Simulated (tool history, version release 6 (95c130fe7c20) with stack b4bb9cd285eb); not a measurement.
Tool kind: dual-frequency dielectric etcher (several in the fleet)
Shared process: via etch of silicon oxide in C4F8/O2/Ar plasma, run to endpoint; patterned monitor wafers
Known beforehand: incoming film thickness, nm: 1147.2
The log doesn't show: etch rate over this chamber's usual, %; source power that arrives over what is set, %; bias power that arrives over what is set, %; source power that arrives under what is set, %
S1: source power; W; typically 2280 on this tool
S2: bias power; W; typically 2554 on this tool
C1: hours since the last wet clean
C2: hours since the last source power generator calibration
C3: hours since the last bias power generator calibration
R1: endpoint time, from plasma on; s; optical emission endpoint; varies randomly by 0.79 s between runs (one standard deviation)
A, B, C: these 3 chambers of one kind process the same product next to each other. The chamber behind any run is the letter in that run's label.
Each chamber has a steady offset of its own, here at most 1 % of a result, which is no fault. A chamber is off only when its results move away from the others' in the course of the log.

| run | hour | S1 | S2 | C1 | C2 | C3 | R1 |
|---|---|---|---|---|---|---|---|
| 1B | 7.3 | 2280 | 2554 | 300.1 | 1592.8 | 2597.5 | 201.18 |
| 2C | 14.6 | 2280 | 2554 | 271.3 | 1890.0 | 2898.2 | 201.65 |
| 3A | 20.9 | 2280 | 2554 | 153.5 | 534.5 | 1854.4 | 198.89 |
| 4B | 31.4 | 2280 | 2554 | 324.2 | 1616.9 | 2621.6 | 201.26 |
| 5A | 37.2 | 2280 | 2554 | 169.8 | 550.8 | 1870.7 | 199.16 |
| 6C | 46.6 | 2280 | 2554 | 303.3 | 1922.0 | 2930.2 | 200.26 |
| 7C | 54.5 | 2280 | 2554 | 311.2 | 1929.9 | 2938.1 | 200.86 |
| 8B | 64.9 | 2280 | 2554 | 357.7 | 1650.4 | 2655.1 | 201.53 |
| 9A | 75.8 | 2280 | 2554 | 208.4 | 589.4 | 1909.3 | 199.27 |
| 10B | 85.1 | 2060 | 2327 | 377.9 | 1670.6 | 2675.3 | 214.20 |
| 11C | 90.4 | 2060 | 2327 | 347.1 | 1965.8 | 2974.0 | 214.71 |
| 12A | 100.2 | 2060 | 2327 | 232.8 | 613.8 | 1933.7 | 212.63 |
| 13C | 108.8 | 2280 | 2554 | 365.5 | 1984.2 | 2992.4 | 199.24 |
| 14B | 114.6 | 2280 | 2554 | 407.4 | 1700.1 | 2704.8 | 201.52 |
| 15A | 125.5 | 2280 | 2554 | 258.1 | 639.1 | 1959.0 | 200.08 |
| 16B | 133.0 | 2280 | 2554 | 425.8 | 1718.5 | 2723.2 | 200.41 |
| 17A | 144.5 | 2280 | 2554 | 277.1 | 658.1 | 1978.0 | 199.14 |
| 18C | 153.7 | 2280 | 2554 | 410.4 | 2029.1 | 3037.3 | 195.52 |
| 19C | 162.9 | 2280 | 2554 | 419.6 | 2038.3 | 3046.5 | 194.11 |
| 20B | 169.0 | 2280 | 2554 | 461.8 | 1754.5 | 2759.2 | 201.79 |
| 21A | 177.8 | 2280 | 2554 | 310.4 | 691.4 | 2011.3 | 200.11 |
| 22C | 185.3 | 2280 | 2554 | 442.0 | 2060.7 | 3068.9 | 193.04 |
| 23A | 191.2 | 2280 | 2554 | 323.8 | 704.8 | 2024.7 | 199.78 |
| 24B | 196.7 | 2280 | 2554 | 489.5 | 1782.2 | 2786.9 | 201.13 |
| 25C | 203.0 | 2280 | 2554 | 459.7 | 2078.4 | 3086.6 | 191.43 |
| 26A | 209.1 | 2280 | 2554 | 341.7 | 722.7 | 2042.6 | 197.88 |

Each of the 3 chambers runs these same settings next. Fill in every chamber's results:
| 27A | 217.7 | 2280 | 2554 |  |  |  | ? |
| 27B | 217.7 | 2280 | 2554 |  |  |  | ? |
| 27C | 217.7 | 2280 | 2554 |  |  |  | ? |

| run | R1 |
|---|---|
| 27A | 199.82 |
| 27B | 200.08 |
| 27C | 190.37 |
